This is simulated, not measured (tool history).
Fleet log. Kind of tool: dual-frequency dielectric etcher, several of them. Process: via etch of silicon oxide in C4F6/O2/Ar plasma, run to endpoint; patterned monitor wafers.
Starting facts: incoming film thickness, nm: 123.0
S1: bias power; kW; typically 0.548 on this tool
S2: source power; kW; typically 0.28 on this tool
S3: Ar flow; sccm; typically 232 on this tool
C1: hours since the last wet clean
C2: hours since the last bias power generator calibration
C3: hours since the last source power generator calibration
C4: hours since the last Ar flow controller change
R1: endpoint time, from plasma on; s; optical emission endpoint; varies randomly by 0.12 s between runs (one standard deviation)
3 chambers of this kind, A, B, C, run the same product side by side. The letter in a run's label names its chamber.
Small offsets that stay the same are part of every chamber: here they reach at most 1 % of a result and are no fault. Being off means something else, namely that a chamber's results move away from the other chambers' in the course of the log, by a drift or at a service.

| run | hour | S1 | S2 | S3 | C1 | C2 | C3 | C4 | R1 |
|---|---|---|---|---|---|---|---|---|---|
| 1C | 11.9 | 0.548 | 0.28 | 232 | 209 | 291.6 | 1892.1 | 623.4 | 28.827 |
| 2B | 18.4 | 0.548 | 0.28 | 232 | 137.1 | 2576.7 | 3507.5 | 618.6 | 29.072 |
| 3A | 27 | 0.548 | 0.28 | 232 | 248 | 631.1 | 1982.3 | 2664.2 | 28.765 |
| 4A | 35.4 | 0.548 | 0.28 | 232 | 256.4 | 639.5 | 1990.7 | 2672.6 | 28.749 |
| 5B | 47.3 | 0.548 | 0.28 | 232 | 166 | 2605.6 | 3536.4 | 647.5 | 29.326 |
| 6C | 59.1 | 0.548 | 0.28 | 232 | 256.2 | 338.8 | 1939.3 | 670.6 | 28.891 |
| 7A | 69.9 | 0.548 | 0.28 | 232 | 290.9 | 674 | 2025.2 | 2707.1 | 28.988 |
| 8B | 82.7 | 0.548 | 0.28 | 232 | 201.4 | 2641 | 3571.8 | 682.9 | 29.252 |
| 9C | 90.1 | 0.548 | 0.28 | 232 | 287.2 | 369.8 | 1970.3 | 701.6 | 28.895 |
| 10B | 98.7 | 0.423 | 0.21 | 232 | 217.4 | 2657 | 3587.8 | 698.9 | 35.907 |
| 11A | 105.4 | 0.423 | 0.21 | 232 | 326.4 | 709.5 | 2060.7 | 2742.6 | 35.517 |
| 12C | 116.6 | 0.423 | 0.21 | 232 | 313.7 | 396.3 | 1996.8 | 728.1 | 35.28 |
|  | 127 | chamber C: wet clean of the chamber |
| 13B | 128.2 | 0.548 | 0.28 | 274 | 246.9 | 2686.5 | 3617.3 | 728.4 | 29.597 |
| 14C | 138.2 | 0.548 | 0.28 | 274 | 11.2 | 417.9 | 2018.4 | 749.7 | 28.864 |
| 15A | 147.1 | 0.548 | 0.28 | 274 | 368.1 | 751.2 | 2102.4 | 2784.3 | 29.514 |
|  | 157 | chamber A: wet clean of the chamber |
| 16C | 159.3 | 0.423 | 0.26 | 232 | 32.3 | 439 | 2039.5 | 770.8 | 31.848 |
| 17A | 166.8 | 0.423 | 0.26 | 232 | 9.9 | 770.9 | 2122.1 | 2804 | 32.362 |
| 18B | 178.9 | 0.423 | 0.26 | 232 | 297.6 | 2737.2 | 3668 | 779.1 | 32.965 |
| 19A | 188.9 | 0.548 | 0.28 | 232 | 32 | 793 | 2144.2 | 2826.1 | 28.888 |
| 20C | 197.4 | 0.548 | 0.28 | 232 | 70.4 | 477.1 | 2077.6 | 808.9 | 28.196 |
| 21B | 203.6 | 0.548 | 0.28 | 232 | 322.3 | 2761.9 | 3692.7 | 803.8 | 29.198 |
| 22A | 211.7 | 0.548 | 0.28 | 232 | 54.8 | 815.8 | 2167 | 2848.9 | 28.813 |
| 23C | 218.9 | 0.424 | 0.23 | 232 | 91.9 | 498.6 | 2099.1 | 830.4 | 33.618 |
| 24B | 227.4 | 0.424 | 0.23 | 232 | 346.1 | 2785.7 | 3716.5 | 827.6 | 34.6 |
| 25A | 234 | 0.424 | 0.23 | 232 | 77.1 | 838.1 | 2189.3 | 2871.2 | 34.222 |
| 26C | 246.3 | 0.548 | 0.28 | 232 | 119.3 | 526 | 2126.5 | 857.8 | 28.161 |
| 27B | 257.5 | 0.548 | 0.34 | 189 | 376.2 | 2815.8 | 3746.6 | 857.7 | 26.73 |
| 28C | 268.6 | 0.548 | 0.34 | 189 | 141.6 | 548.3 | 2148.8 | 880.1 | 25.701 |
| 29A | 279.4 | 0.548 | 0.34 | 189 | 122.5 | 883.5 | 2234.7 | 2916.6 | 26.208 |
| 30B | 287.5 | 0.548 | 0.28 | 232 | 406.2 | 2845.8 | 3776.6 | 887.7 | 29.185 |
| 31A | 298.7 | 0.548 | 0.28 | 232 | 141.8 | 902.8 | 2254 | 2935.9 | 28.728 |

Which is it: a chamber that has drifted or been left off by a service, a gauge drift common to all chambers, or only each chamber's usual small offset? If a chamber is off, name it and its likeliest cause.

Chamber C came out of a service off from its peers and stayed that way.
Cause: etch rate over this chamber's usual, % = 2.4.

Below are 4 candidate recipes for chamber C's next run, each the usual settings with a change, their results shown as question marks. Which of them brings C's results back in line with what the other chambers give on the usual settings?
To be in line, a result may differ from the other chambers' mean on the usual settings by at most: R1 0.43 s
| 32C-1 | 307.9 | 0.462 | 0.28 | 232 |  |  |  |  | ? |
| 32C-2 | 307.9 | 0.587 | 0.28 | 227 |  |  |  |  | ? |
| 32C-3 | 307.9 | 0.526 | 0.27 | 235 |  |  |  |  | ? |
| 32C-4 | 307.9 | 0.592 | 0.3 | 227 |  |  |  |  | ? |

On the usual settings, the other chambers give on average: R1 29.039 s
| run | R1 |
|---|---|
| 32C-1 | 30.148 |
| 32C-2 | 27.467 |
| 32C-3 | 29.133 |
| 32C-4 | 26.708 |
32C-3 puts the chamber back in line with the other chambers.
